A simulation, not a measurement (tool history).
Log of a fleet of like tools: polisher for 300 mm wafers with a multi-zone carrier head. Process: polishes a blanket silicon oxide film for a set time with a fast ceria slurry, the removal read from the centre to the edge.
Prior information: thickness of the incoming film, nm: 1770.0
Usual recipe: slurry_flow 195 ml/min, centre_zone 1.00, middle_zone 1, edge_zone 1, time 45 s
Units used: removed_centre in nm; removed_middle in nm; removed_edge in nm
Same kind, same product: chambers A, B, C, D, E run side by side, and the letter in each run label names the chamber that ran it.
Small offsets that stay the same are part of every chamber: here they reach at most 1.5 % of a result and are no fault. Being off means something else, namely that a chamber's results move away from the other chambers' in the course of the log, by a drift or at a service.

run,hour,slurry_flow,centre_zone,middle_zone,edge_zone,time,wafers polished on this pad,hours since the slurry nozzle was cleaned,hours since the centre zone pressure was calibrated,hours since the edge zone pressure was calibrated,removed_centre,removed_middle,removed_edge
1D,7.6,195,1.00,1,1,45,1332,609.8,844.9,187.8,675.10,669.39,680.02
# hour 11.4: chamber D: worn pad replaced by a new one
2B,15.0,195,1.00,1,1,45,442,558.5,159.3,944.2,670.49,679.50,677.85
3C,24.0,195,1.00,1,1,45,388,368.6,1138.9,526.0,691.23,676.26,677.03
4E,29.6,195,1.00,1,1,45,1107,30.5,185.1,744.6,675.09,661.63,674.10
# hour 36.0: chamber A: worn pad replaced by a new one
5A,36.8,195,1.00,1,1,45,11,339.4,369.1,346.7,669.38,665.61,678.64
6D,42.5,195,1.00,1,1,45,445,644.7,879.8,222.7,667.55,677.51,682.39
# hour 46.3: chamber A: edge zone pressure recalibrated
7B,47.4,195,1.00,1,1,45,906,590.9,191.7,976.6,676.53,674.94,678.05
# hour 47.8: chamber B: edge zone pressure recalibrated
# hour 51.0: chamber E: worn pad replaced by a new one
8A,52.5,195,1.00,1,1,45,236,355.1,384.8,6.3,668.28,677.00,684.90
# hour 57.1: chamber D: slurry nozzle cleaned
# hour 57.7: chamber C: centre zone pressure recalibrated
9E,61.4,195,1.00,1,1,45,149,62.3,216.9,776.4,671.81,668.71,680.48
10C,67.2,195,1.00,1,1,54,1006,411.8,9.6,569.2,818.03,799.49,816.45
# hour 67.8: chamber A: centre zone pressure recalibrated
# hour 72.5: chamber C: worn pad replaced by a new one
11C,74.4,195,1.00,1,1,54,27,419.0,16.8,576.4,810.05,833.96,814.26
# hour 75.0: chamber A: worn pad replaced by a new one
12B,81.1,195,1.00,1,1,54,1388,624.6,225.4,33.4,808.03,832.15,811.77
13A,89.8,195,1.00,1,1,54,213,392.4,22.1,43.6,796.60,789.61,791.16
# hour 96.3: chamber D: worn pad replaced by a new one
14E,96.5,195,1.00,1,1,54,651,97.4,252.0,811.5,806.48,816.02,826.88
15D,105.2,195,1.00,1,1,45,127,48.1,942.5,285.4,692.01,683.65,676.15
16B,110.8,195,1.00,1,1,45,1813,654.3,255.1,63.1,655.83,668.98,663.92
# hour 111.0: chamber A: worn pad replaced by a new one
17D,119.9,195,1.00,1,1,45,338,62.8,957.2,300.1,683.98,693.73,669.65
18C,126.0,195,1.00,1,1,45,765,470.6,68.4,628.0,674.47,685.79,671.28
# hour 129.0: chamber A: slurry nozzle cleaned
19A,133.6,195,1.00,1,1,45,323,4.7,65.9,87.4,676.63,679.06,664.64
20E,138.9,195,1.00,1,1,45,1258,139.8,294.4,853.9,672.04,668.16,677.78
# hour 141.9: chamber E: worn pad replaced by a new one
21C,147.1,195,1.00,1,1,45,1067,491.7,89.5,649.1,661.43,693.76,682.41
# hour 148.1: chamber A: worn pad replaced by a new one
22D,154.7,195,1.00,1,1,45,836,97.6,992.0,334.9,665.47,675.31,677.03
23E,161.6,195,1.00,1,1,45,282,162.5,317.1,876.6,661.48,676.88,659.45
# hour 163.4: chamber C: worn pad replaced by a new one
24B,170.1,195,1.00,1,1,45,2661,713.6,314.4,122.4,644.48,631.98,643.29
25A,177.3,195,1.00,1,1,45,418,48.4,109.6,131.1,664.42,675.50,665.73
26D,186.1,195,1.00,1,1,45,1285,129.0,1023.4,366.3,673.13,651.77,685.32
# hour 186.9: chamber A: worn pad replaced by a new one
27E,190.2,195,1.00,1,1,45,691,191.1,345.7,905.2,670.62,682.11,665.22
28C,195.2,195,1.00,1,1,45,455,539.8,137.6,697.2,669.92,674.82,688.10
29B,202.4,195,1.00,1,1,45,3123,745.9,346.7,154.7,618.56,614.70,621.79
30A,208.0,195,1.00,1,1,45,302,79.1,140.3,161.8,657.57,671.07,664.52

Is one chamber out of step, is the gauge drifting, or do the chambers differ by no more than their own small offsets? For an off chamber, give its letter and the likeliest cause.

Chamber B drifts away from the others.
What lies behind it: removal rate lost through wear of the pad, % = 8.66.
The log might look much the same if the cause were instead: slurry flow missing at the pad, %.

Which of the 4 candidates below, each the usual settings with something changed and its results left as question marks, puts chamber B back in line with what the other chambers give on the usual settings?
Allowed miss from the other chambers' usual-settings mean, per result, to count as in line: removed_centre 23.00 nm; removed_middle 34.00 nm; removed_edge 32.00 nm
31B-1,214.6,195,1.00,1,1,49,,,,,?,?,?
31B-2,214.6,195,1.00,1,1,46,,,,,?,?,?
31B-3,214.6,195,1.00,1,1,44,,,,,?,?,?
31B-4,214.6,195,1.00,1,1,41,,,,,?,?,?

The mean the other chambers reach with the usual settings: removed_centre 670.44 nm; removed_middle 675.42 nm; removed_edge 676.14 nm
run,removed_centre,removed_middle,removed_edge
31B-1,671.90,675.45,675.29
31B-2,630.76,634.09,633.94
31B-3,603.34,606.52,606.38
31B-4,562.20,565.17,565.04
31B-1 puts the chamber back in line with the other chambers.
